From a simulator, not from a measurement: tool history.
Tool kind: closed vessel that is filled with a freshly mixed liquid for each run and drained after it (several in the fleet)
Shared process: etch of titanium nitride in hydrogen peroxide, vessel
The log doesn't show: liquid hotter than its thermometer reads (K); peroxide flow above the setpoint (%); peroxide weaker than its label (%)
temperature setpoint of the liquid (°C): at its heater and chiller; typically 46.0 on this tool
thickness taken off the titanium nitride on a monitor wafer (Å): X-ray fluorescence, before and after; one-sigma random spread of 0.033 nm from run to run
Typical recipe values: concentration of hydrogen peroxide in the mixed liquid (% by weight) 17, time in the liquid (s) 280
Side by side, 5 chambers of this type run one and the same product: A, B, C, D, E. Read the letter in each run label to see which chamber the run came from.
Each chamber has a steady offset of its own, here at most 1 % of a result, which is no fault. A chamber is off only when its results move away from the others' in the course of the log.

run	day	temperature setpoint of the liquid (°C)	concentration of hydrogen peroxide in the mixed liquid (% by weight)	time in the liquid (s)	hours since the thermometer was replaced	hours since the peroxide flow meter was replaced	hours since the drum of peroxide was connected	read-back film thickness of the titanium nitride reference wafer, read on the same gauge (nm)	thickness taken off the titanium nitride on a monitor wafer (Å)
1E	0.150	46.0	17	280	2020.5	551.3	37.9	149.94	50.202
2A	0.396	46.0	17	280	661.3	499.4	274.6	150.05	51.205
3D	0.533	46.0	17	280	554.0	138.6	48.6	149.97	50.718
4B	0.771	46.0	17	280	215.4	174.9	916.0	150.03	50.940
5C	0.912	46.0	17	280	685.4	390.5	634.5	150.00	50.401
6E	1.117	46.0	17	280	2043.7	574.5	61.1	150.02	50.614
7C	1.346	46.0	17	280	695.8	400.9	644.9	150.04	50.080
8D	1.529	46.0	17	280	577.9	162.5	72.5	150.00	51.179
9B	1.712	46.0	17	280	238.0	197.5	938.6	150.02	51.218
10A	1.854	46.0	17	280	696.3	534.4	309.6	150.00	51.235
11B	2.079	39.5	13	280	246.8	206.3	947.4	150.01	29.272
12C	2.196	39.5	13	280	716.2	421.3	665.3	149.98	29.134
# day 2.267: chamber A: new drum of peroxide connected
13D	2.371	39.5	13	280	598.1	182.7	92.7	149.99	29.784
14E	2.492	39.5	13	280	2076.7	607.5	94.1	149.99	28.756
15A	2.617	39.5	13	280	714.6	552.7	8.4	150.00	28.971
16E	2.742	46.0	17	280	2082.7	613.5	100.1	150.01	50.506
17D	2.954	46.0	17	280	612.1	196.7	106.7	150.01	51.228
18B	3.188	46.0	17	280	273.4	232.9	974.0	149.96	50.940
19A	3.417	46.0	17	280	733.8	571.9	27.6	150.00	50.597
20C	3.629	46.0	17	280	750.6	455.7	699.7	149.95	50.691
21D	3.775	46.0	17	280	631.8	216.4	126.4	150.01	50.685
22E	3.929	46.0	17	280	2111.2	642.0	128.6	150.01	50.147
23B	4.158	46.0	17	280	296.7	256.2	997.3	150.01	51.180
24C	4.312	46.0	17	280	767.0	472.1	716.1	150.05	52.190
25A	4.421	46.0	17	280	757.9	596.0	51.7	149.98	50.816
# day 4.571: chamber C: peroxide flow meter replaced
26A	4.650	46.0	17	280	763.4	601.5	57.2	150.02	50.068
27D	4.817	46.0	17	280	656.8	241.4	151.4	150.04	51.956
28C	5.033	46.0	17	280	784.3	11.2	733.4	149.99	52.646
29E	5.196	46.0	17	205	2141.6	672.4	159.0	150.01	36.682
30B	5.438	46.0	17	205	327.4	286.9	1028.0	150.02	37.509
31C	5.588	46.0	17	205	797.6	24.5	746.7	149.99	38.846
32E	5.800	46.0	17	205	2156.1	686.9	173.5	150.02	36.648
33A	5.967	46.0	17	205	795.0	633.1	88.8	150.00	37.395
34B	6.121	46.0	17	280	343.8	303.3	1044.4	150.00	51.436

Each of the 5 chambers runs these same settings next. Fill in every chamber's results:
35A	6.300	39.5	17	280					?
35B	6.300	39.5	17	280					?
35C	6.300	39.5	17	280					?
35D	6.300	39.5	17	280					?
35E	6.300	39.5	17	280					?

run	thickness taken off the titanium nitride on a monitor wafer (Å)
35A	31.025
35B	30.892
35C	33.073
35D	31.251
35E	30.911
